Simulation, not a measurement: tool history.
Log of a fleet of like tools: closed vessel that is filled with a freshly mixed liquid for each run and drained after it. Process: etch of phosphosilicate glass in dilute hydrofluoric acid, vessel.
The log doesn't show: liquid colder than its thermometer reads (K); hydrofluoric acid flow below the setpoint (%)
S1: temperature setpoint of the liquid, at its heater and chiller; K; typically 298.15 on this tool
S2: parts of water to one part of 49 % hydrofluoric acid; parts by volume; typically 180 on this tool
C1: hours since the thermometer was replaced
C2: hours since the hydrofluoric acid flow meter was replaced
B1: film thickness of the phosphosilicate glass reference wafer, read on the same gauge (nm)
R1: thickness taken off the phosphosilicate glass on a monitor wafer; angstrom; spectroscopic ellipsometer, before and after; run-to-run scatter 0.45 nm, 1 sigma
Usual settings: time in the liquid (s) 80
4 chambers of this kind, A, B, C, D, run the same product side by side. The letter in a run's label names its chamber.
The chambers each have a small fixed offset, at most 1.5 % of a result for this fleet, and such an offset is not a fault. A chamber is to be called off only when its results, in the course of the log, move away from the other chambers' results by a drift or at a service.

{"run": "1D", "day": 0.446, "S1": 298.15, "S2": 180, "time in the liquid (s)": 80, "C1": 50.8, "C2": 718.5, "B1": 89.979, "R1": 453.91}
{"run": "2B", "day": 0.783, "S1": 298.15, "S2": 180, "time in the liquid (s)": 80, "C1": 1100.1, "C2": 1534.8, "B1": 89.988, "R1": 461.63}
{"day": 0.846, "done": "chamber C: thermometer replaced"}
{"run": "3C", "day": 1.233, "S1": 298.15, "S2": 180, "time in the liquid (s)": 80, "C1": 9.3, "C2": 1154.7, "B1": 89.997, "R1": 449.81}
{"run": "4A", "day": 1.696, "S1": 298.15, "S2": 180, "time in the liquid (s)": 80, "C1": 846, "C2": 1023.4, "B1": 89.988, "R1": 451.85}
{"run": "5D", "day": 2.333, "S1": 298.15, "S2": 180, "time in the liquid (s)": 80, "C1": 96.1, "C2": 763.8, "B1": 90.02, "R1": 456.73}
{"run": "6A", "day": 2.725, "S1": 298.15, "S2": 180, "time in the liquid (s)": 80, "C1": 870.7, "C2": 1048.1, "B1": 90.014, "R1": 458.25}
{"run": "7C", "day": 3.171, "S1": 298.15, "S2": 180, "time in the liquid (s)": 80, "C1": 55.8, "C2": 1201.2, "B1": 89.988, "R1": 451.13}
{"run": "8B", "day": 3.646, "S1": 298.15, "S2": 180, "time in the liquid (s)": 80, "C1": 1168.8, "C2": 1603.5, "B1": 89.992, "R1": 460.82}
{"run": "9B", "day": 4.296, "S1": 298.15, "S2": 180, "time in the liquid (s)": 80, "C1": 1184.4, "C2": 1619.1, "B1": 90.01, "R1": 457.94}
{"run": "10A", "day": 4.842, "S1": 298.15, "S2": 180, "time in the liquid (s)": 80, "C1": 921.5, "C2": 1098.9, "B1": 89.967, "R1": 455.33}
{"run": "11D", "day": 5.408, "S1": 298.15, "S2": 180, "time in the liquid (s)": 80, "C1": 169.9, "C2": 837.6, "B1": 90.008, "R1": 445.66}
{"run": "12C", "day": 5.712, "S1": 298.15, "S2": 180, "time in the liquid (s)": 80, "C1": 116.8, "C2": 1262.2, "B1": 90.009, "R1": 442.58}
{"run": "13B", "day": 6.042, "S1": 298.15, "S2": 180, "time in the liquid (s)": 80, "C1": 1226.3, "C2": 1661, "B1": 89.997, "R1": 458.03}
{"run": "14C", "day": 6.604, "S1": 298.15, "S2": 180, "time in the liquid (s)": 80, "C1": 138.2, "C2": 1283.6, "B1": 89.991, "R1": 439.27}
{"run": "15A", "day": 7.267, "S1": 298.15, "S2": 180, "time in the liquid (s)": 80, "C1": 979.7, "C2": 1157.1, "B1": 90.014, "R1": 451.71}
{"run": "16D", "day": 7.762, "S1": 298.15, "S2": 180, "time in the liquid (s)": 80, "C1": 226.4, "C2": 894.1, "B1": 89.995, "R1": 440}
{"run": "17B", "day": 8.208, "S1": 298.15, "S2": 180, "time in the liquid (s)": 80, "C1": 1278.3, "C2": 1713, "B1": 90, "R1": 464.21}
{"run": "18D", "day": 8.646, "S1": 298.15, "S2": 180, "time in the liquid (s)": 80, "C1": 247.6, "C2": 915.3, "B1": 90.019, "R1": 445.94}
{"run": "19A", "day": 9.246, "S1": 298.15, "S2": 180, "time in the liquid (s)": 80, "C1": 1027.2, "C2": 1204.6, "B1": 89.989, "R1": 453.11}
{"run": "20C", "day": 9.933, "S1": 298.15, "S2": 180, "time in the liquid (s)": 80, "C1": 218.1, "C2": 1363.5, "B1": 89.98, "R1": 448.34}
{"run": "21D", "day": 10.608, "S1": 298.15, "S2": 180, "time in the liquid (s)": 80, "C1": 294.7, "C2": 962.4, "B1": 90.018, "R1": 434.8}
{"run": "22B", "day": 10.938, "S1": 298.15, "S2": 180, "time in the liquid (s)": 80, "C1": 1343.8, "C2": 1778.5, "B1": 90.01, "R1": 464.8}
{"run": "23A", "day": 11.429, "S1": 298.15, "S2": 180, "time in the liquid (s)": 80, "C1": 1079.6, "C2": 1257, "B1": 90.006, "R1": 455.48}
{"run": "24C", "day": 12.025, "S1": 298.15, "S2": 225, "time in the liquid (s)": 80, "C1": 268.3, "C2": 1413.7, "B1": 89.989, "R1": 340.14}
{"run": "25B", "day": 12.512, "S1": 298.15, "S2": 225, "time in the liquid (s)": 80, "C1": 1381.6, "C2": 1816.3, "B1": 90.015, "R1": 350.57}
{"run": "26C", "day": 13.021, "S1": 298.15, "S2": 225, "time in the liquid (s)": 80, "C1": 292.2, "C2": 1437.6, "B1": 89.998, "R1": 341.3}
{"run": "27A", "day": 13.55, "S1": 298.15, "S2": 225, "time in the liquid (s)": 80, "C1": 1130.5, "C2": 1307.9, "B1": 89.983, "R1": 342.27}
{"run": "28D", "day": 13.95, "S1": 298.15, "S2": 180, "time in the liquid (s)": 80, "C1": 374.9, "C2": 1042.6, "B1": 89.99, "R1": 425.67}
{"run": "29D", "day": 14.271, "S1": 298.15, "S2": 180, "time in the liquid (s)": 80, "C1": 382.6, "C2": 1050.3, "B1": 90.022, "R1": 421.4}
{"run": "30A", "day": 14.796, "S1": 298.15, "S2": 180, "time in the liquid (s)": 80, "C1": 1160.4, "C2": 1337.8, "B1": 89.974, "R1": 447.71}
{"run": "31B", "day": 15.425, "S1": 298.15, "S2": 180, "time in the liquid (s)": 80, "C1": 1451.5, "C2": 1886.2, "B1": 90.036, "R1": 454.84}
{"run": "32C", "day": 16.004, "S1": 298.15, "S2": 180, "time in the liquid (s)": 80, "C1": 363.8, "C2": 1509.2, "B1": 90, "R1": 443.25}
{"run": "33B", "day": 16.471, "S1": 298.15, "S2": 180, "time in the liquid (s)": 80, "C1": 1476.6, "C2": 1911.3, "B1": 90.012, "R1": 464.92}
{"run": "34D", "day": 17.104, "S1": 298.15, "S2": 180, "time in the liquid (s)": 65, "C1": 450.6, "C2": 1118.3, "B1": 89.989, "R1": 348.44}
{"run": "35C", "day": 17.425, "S1": 298.15, "S2": 180, "time in the liquid (s)": 65, "C1": 397.9, "C2": 1543.3, "B1": 89.991, "R1": 365.88}
{"run": "36A", "day": 17.783, "S1": 298.15, "S2": 180, "time in the liquid (s)": 65, "C1": 1232.1, "C2": 1409.5, "B1": 89.997, "R1": 366.85}
{"run": "37A", "day": 18.258, "S1": 298.15, "S2": 180, "time in the liquid (s)": 65, "C1": 1243.5, "C2": 1420.9, "B1": 89.991, "R1": 366.64}
{"run": "38B", "day": 18.692, "S1": 298.15, "S2": 180, "time in the liquid (s)": 80, "C1": 1529.9, "C2": 1964.6, "B1": 90.017, "R1": 456.91}
{"run": "39C", "day": 19.058, "S1": 298.15, "S2": 180, "time in the liquid (s)": 80, "C1": 437.1, "C2": 1582.5, "B1": 90.02, "R1": 446.17}
{"run": "40D", "day": 19.412, "S1": 298.15, "S2": 180, "time in the liquid (s)": 80, "C1": 506, "C2": 1173.7, "B1": 90.011, "R1": 422.08}

What goes on in this fleet: one chamber off, a drifting gauge, or nothing beyond the chambers' own small offsets? Name the chamber and the cause, if any.

One chamber, D, drifts off from the rest bit by bit.
What lies behind it: hydrofluoric acid flow below the setpoint (%) = 8.22.
From this log alone, it may not be told apart from: liquid colder than its thermometer reads (K).

Here are 4 candidates for chamber D's next run, each the usual settings with a change, their results left as question marks. Which one brings its results back in line with what the others give on the usual settings?
In line means no further than this from the other chambers' mean on the usual settings: R1 16 angstrom
{"run": "41D-1", "day": 19.904, "S1": 298.15, "S2": 165, "time in the liquid (s)": 80, "R1": "?"}
{"run": "41D-2", "day": 19.904, "S1": 293.15, "S2": 180, "time in the liquid (s)": 80, "R1": "?"}
{"run": "41D-3", "day": 19.904, "S1": 303.65, "S2": 180, "time in the liquid (s)": 80, "R1": "?"}
{"run": "41D-4", "day": 19.904, "S1": 295.65, "S2": 180, "time in the liquid (s)": 80, "R1": "?"}

Other chambers, usual settings, mean: R1 453.64 angstrom
run=41D-1 R1=460.37
run=41D-2 R1=343.27
run=41D-3 R1=505.56
run=41D-4 R1=377.95
41D-1 puts the chamber back in line with the other chambers.
